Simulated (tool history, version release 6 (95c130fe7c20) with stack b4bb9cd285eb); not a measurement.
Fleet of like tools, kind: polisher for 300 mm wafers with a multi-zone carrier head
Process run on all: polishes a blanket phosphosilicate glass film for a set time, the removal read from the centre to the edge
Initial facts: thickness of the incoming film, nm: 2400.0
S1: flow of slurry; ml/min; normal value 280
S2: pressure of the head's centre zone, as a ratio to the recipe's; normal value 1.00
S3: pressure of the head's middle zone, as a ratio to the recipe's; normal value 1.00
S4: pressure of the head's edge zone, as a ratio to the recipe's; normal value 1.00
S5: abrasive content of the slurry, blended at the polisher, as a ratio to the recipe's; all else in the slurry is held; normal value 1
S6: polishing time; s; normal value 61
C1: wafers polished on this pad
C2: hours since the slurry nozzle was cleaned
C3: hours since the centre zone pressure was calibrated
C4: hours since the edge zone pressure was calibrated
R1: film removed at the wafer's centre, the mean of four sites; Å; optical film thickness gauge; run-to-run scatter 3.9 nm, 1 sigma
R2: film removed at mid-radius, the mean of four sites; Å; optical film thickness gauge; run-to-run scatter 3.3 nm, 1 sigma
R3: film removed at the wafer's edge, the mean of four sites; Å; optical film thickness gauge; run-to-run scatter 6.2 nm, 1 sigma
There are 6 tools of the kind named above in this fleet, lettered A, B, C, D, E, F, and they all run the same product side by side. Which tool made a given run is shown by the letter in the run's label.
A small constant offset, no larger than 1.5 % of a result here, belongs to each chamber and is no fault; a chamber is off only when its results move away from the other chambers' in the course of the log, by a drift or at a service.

| run | day | S1 | S2 | S3 | S4 | S5 | S6 | C1 | C2 | C3 | C4 | R1 | R2 | R3 |
|---|---|---|---|---|---|---|---|---|---|---|---|---|---|---|
|  | 0.246 | chamber B: edge zone pressure recalibrated |
|  | 0.283 | chamber E: worn pad replaced by a new one |
| 1D | 0.425 | 280 | 1.00 | 1.00 | 1.00 | 1 | 61 | 299 | 94.1 | 199.1 | 611.3 | 4355.3 | 4412.9 | 4317.7 |
| 2C | 0.917 | 280 | 1.00 | 1.00 | 1.00 | 1 | 61 | 537 | 430.5 | 263.2 | 473.0 | 4369.2 | 4365.8 | 4386.6 |
|  | 1.188 | chamber B: slurry nozzle cleaned |
| 3A | 1.312 | 280 | 1.00 | 1.00 | 1.00 | 1 | 61 | 193 | 283.3 | 236.1 | 1105.0 | 4398.1 | 4374.5 | 4466.8 |
| 4F | 1.821 | 280 | 1.00 | 1.00 | 1.00 | 1 | 61 | 371 | 179.7 | 1134.9 | 701.9 | 4379.9 | 4358.7 | 4342.1 |
| 5E | 2.117 | 365 | 0.91 | 1.00 | 1.00 | 1 | 61 | 269 | 438.2 | 483.4 | 599.1 | 4006.0 | 4405.6 | 4524.9 |
|  | 2.133 | chamber D: worn pad replaced by a new one |
| 6B | 2.525 | 365 | 0.91 | 1.00 | 1.00 | 1 | 61 | 1230 | 32.1 | 583.7 | 54.8 | 4021.8 | 4465.1 | 4351.5 |
| 7A | 2.912 | 365 | 0.91 | 1.00 | 1.00 | 1 | 61 | 428 | 321.7 | 274.5 | 1143.4 | 3921.3 | 4449.3 | 4514.8 |
|  | 3.217 | chamber F: centre zone pressure recalibrated |
| 8C | 3.225 | 365 | 0.91 | 1.00 | 1.00 | 1 | 61 | 876 | 485.9 | 318.6 | 528.4 | 4013.3 | 4448.3 | 4395.9 |
| 9F | 3.529 | 365 | 0.91 | 1.00 | 1.00 | 1 | 61 | 622 | 220.7 | 7.5 | 742.9 | 3983.9 | 4462.3 | 4364.6 |
| 10D | 3.929 | 365 | 0.91 | 1.00 | 1.00 | 1 | 61 | 264 | 178.2 | 283.2 | 695.4 | 4050.0 | 4565.2 | 4459.8 |
|  | 4.212 | chamber B: worn pad replaced by a new one |
| 11E | 4.462 | 280 | 1.00 | 1.00 | 1.00 | 1 | 61 | 614 | 494.5 | 539.7 | 655.4 | 4305.9 | 4374.0 | 4464.2 |
| 12B | 4.796 | 280 | 1.00 | 1.00 | 1.00 | 1 | 61 | 85 | 86.6 | 638.2 | 109.3 | 4349.9 | 4491.3 | 4360.7 |
| 13F | 5.038 | 280 | 1.00 | 1.00 | 1.00 | 1 | 61 | 843 | 256.9 | 43.7 | 779.1 | 4305.6 | 4370.3 | 4380.1 |
|  | 5.358 | chamber F: worn pad replaced by a new one |
| 14C | 5.392 | 350 | 1.07 | 1.00 | 1.00 | 1 | 61 | 1194 | 537.9 | 370.6 | 580.4 | 4742.9 | 4456.0 | 4527.0 |
|  | 5.512 | chamber D: worn pad replaced by a new one |
|  | 5.550 | chamber C: worn pad replaced by a new one |
| 15B | 5.821 | 350 | 1.07 | 1.00 | 1.00 | 1 | 61 | 236 | 111.2 | 662.8 | 133.9 | 4843.0 | 4503.4 | 4458.6 |
| 16A | 6.304 | 350 | 1.07 | 1.00 | 1.00 | 1 | 61 | 926 | 403.1 | 355.9 | 1224.8 | 4690.6 | 4506.2 | 4432.5 |
| 17D | 6.671 | 350 | 1.07 | 1.00 | 1.00 | 1 | 61 | 170 | 244.0 | 349.0 | 761.2 | 4736.7 | 4549.5 | 4376.6 |
|  | 7.017 | chamber C: slurry nozzle cleaned |
| 18E | 7.054 | 350 | 1.07 | 1.00 | 1.00 | 1 | 61 | 994 | 556.7 | 601.9 | 717.6 | 4814.2 | 4430.9 | 4307.1 |
| 19A | 7.438 | 350 | 1.07 | 1.00 | 1.00 | 1 | 61 | 1093 | 430.3 | 383.1 | 1252.0 | 4782.1 | 4496.2 | 4552.1 |
| 20F | 7.783 | 215 | 1.00 | 1.00 | 1.00 | 1 | 61 | 356 | 322.8 | 109.6 | 845.0 | 4209.9 | 4198.2 | 4296.2 |
|  | 7.925 | chamber E: centre zone pressure recalibrated |
|  | 8.046 | chamber F: edge zone pressure recalibrated |
| 21C | 8.238 | 215 | 1.00 | 1.00 | 1.00 | 1 | 61 | 395 | 29.4 | 438.9 | 648.7 | 4218.2 | 4253.3 | 4228.8 |
|  | 8.642 | chamber E: slurry nozzle cleaned |
| 22E | 8.658 | 215 | 1.00 | 1.00 | 1.00 | 1 | 61 | 1230 | 0.5 | 17.7 | 756.1 | 4182.7 | 4211.3 | 4321.7 |
|  | 8.704 | chamber A: worn pad replaced by a new one |
| 23D | 8.988 | 215 | 1.00 | 1.00 | 1.00 | 1 | 61 | 510 | 299.6 | 404.6 | 816.8 | 4167.9 | 4287.2 | 4094.8 |
|  | 9.121 | chamber C: centre zone pressure recalibrated |
| 24B | 9.454 | 215 | 1.00 | 1.00 | 1.00 | 1 | 61 | 770 | 198.4 | 750.0 | 221.1 | 4190.9 | 4301.3 | 4261.1 |
|  | 9.596 | chamber D: worn pad replaced by a new one |
| 25D | 9.750 | 215 | 1.00 | 1.00 | 1.00 | 1 | 61 | 22 | 317.9 | 422.9 | 835.1 | 4195.2 | 4324.8 | 4321.5 |
|  | 9.783 | chamber E: worn pad replaced by a new one |
| 26C | 10.208 | 280 | 1.00 | 1.00 | 1.00 | 1 | 61 | 684 | 76.7 | 26.2 | 696.0 | 4344.0 | 4339.1 | 4461.1 |
|  | 10.279 | chamber F: worn pad replaced by a new one |
| 27E | 10.550 | 280 | 1.00 | 1.00 | 1.00 | 1 | 61 | 113 | 45.9 | 63.1 | 801.5 | 4361.9 | 4371.8 | 4395.3 |
| 28A | 10.958 | 280 | 1.00 | 1.00 | 1.00 | 1 | 61 | 331 | 514.8 | 467.6 | 1336.5 | 4425.4 | 4412.3 | 4355.2 |
|  | 11.350 | chamber A: edge zone pressure recalibrated |
| 29F | 11.450 | 280 | 1.00 | 0.92 | 1.09 | 1 | 61 | 172 | 410.8 | 197.6 | 81.8 | 4343.2 | 4018.4 | 4651.9 |
|  | 11.667 | chamber B: slurry nozzle cleaned |
| 30B | 11.933 | 280 | 1.00 | 0.92 | 1.09 | 1 | 61 | 1134 | 6.5 | 809.5 | 280.6 | 4379.7 | 4112.2 | 4565.1 |
| 31F | 12.183 | 280 | 1.00 | 0.92 | 1.09 | 1 | 61 | 279 | 428.4 | 215.2 | 99.4 | 4316.7 | 4064.5 | 4577.1 |
| 32A | 12.567 | 280 | 1.00 | 0.92 | 1.09 | 1 | 61 | 567 | 553.4 | 506.2 | 29.3 | 4361.6 | 4060.6 | 4746.2 |
|  | 12.954 | chamber D: worn pad replaced by a new one |
| 33C | 12.975 | 280 | 1.00 | 0.92 | 1.09 | 1 | 61 | 1091 | 143.1 | 92.6 | 762.4 | 4339.1 | 4043.4 | 4656.1 |
| 34E | 13.467 | 280 | 1.00 | 0.92 | 1.09 | 1 | 61 | 541 | 115.9 | 133.1 | 871.5 | 4368.5 | 4016.7 | 4666.3 |
| 35D | 13.967 | 280 | 1.00 | 1.00 | 1.00 | 1 | 61 | 148 | 419.1 | 524.1 | 936.3 | 4416.1 | 4440.5 | 4450.6 |
|  | 14.308 | chamber B: worn pad replaced by a new one |
| 36B | 14.388 | 280 | 1.00 | 1.00 | 1.00 | 1 | 61 | 12 | 65.4 | 868.4 | 339.5 | 4389.2 | 4392.7 | 4392.5 |
| 37D | 14.871 | 280 | 1.00 | 1.00 | 1.00 | 1 | 61 | 281 | 440.8 | 545.8 | 958.0 | 4261.5 | 4401.0 | 4308.2 |
| 38B | 15.308 | 280 | 1.00 | 1.00 | 1.00 | 1 | 61 | 147 | 87.5 | 890.5 | 361.6 | 4353.8 | 4412.5 | 4382.3 |
|  | 15.367 | chamber F: worn pad replaced by a new one |
|  | 15.675 | chamber F: slurry nozzle cleaned |
| 39A | 15.725 | 280 | 1.00 | 1.00 | 1.00 | 1 | 61 | 1031 | 629.2 | 582.0 | 105.1 | 4393.2 | 4412.9 | 4374.2 |
| 40F | 16.033 | 350 | 1.00 | 1.00 | 1.00 | 1 | 61 | 98 | 8.7 | 307.6 | 191.8 | 4439.0 | 4447.3 | 4466.6 |

What goes on in this fleet: one chamber off, a drifting gauge, or nothing beyond the chambers' own small offsets? Name the chamber and the cause, if any.

Neither any chamber nor the gauge drifts; the chambers differ only by their own small, steady offsets.
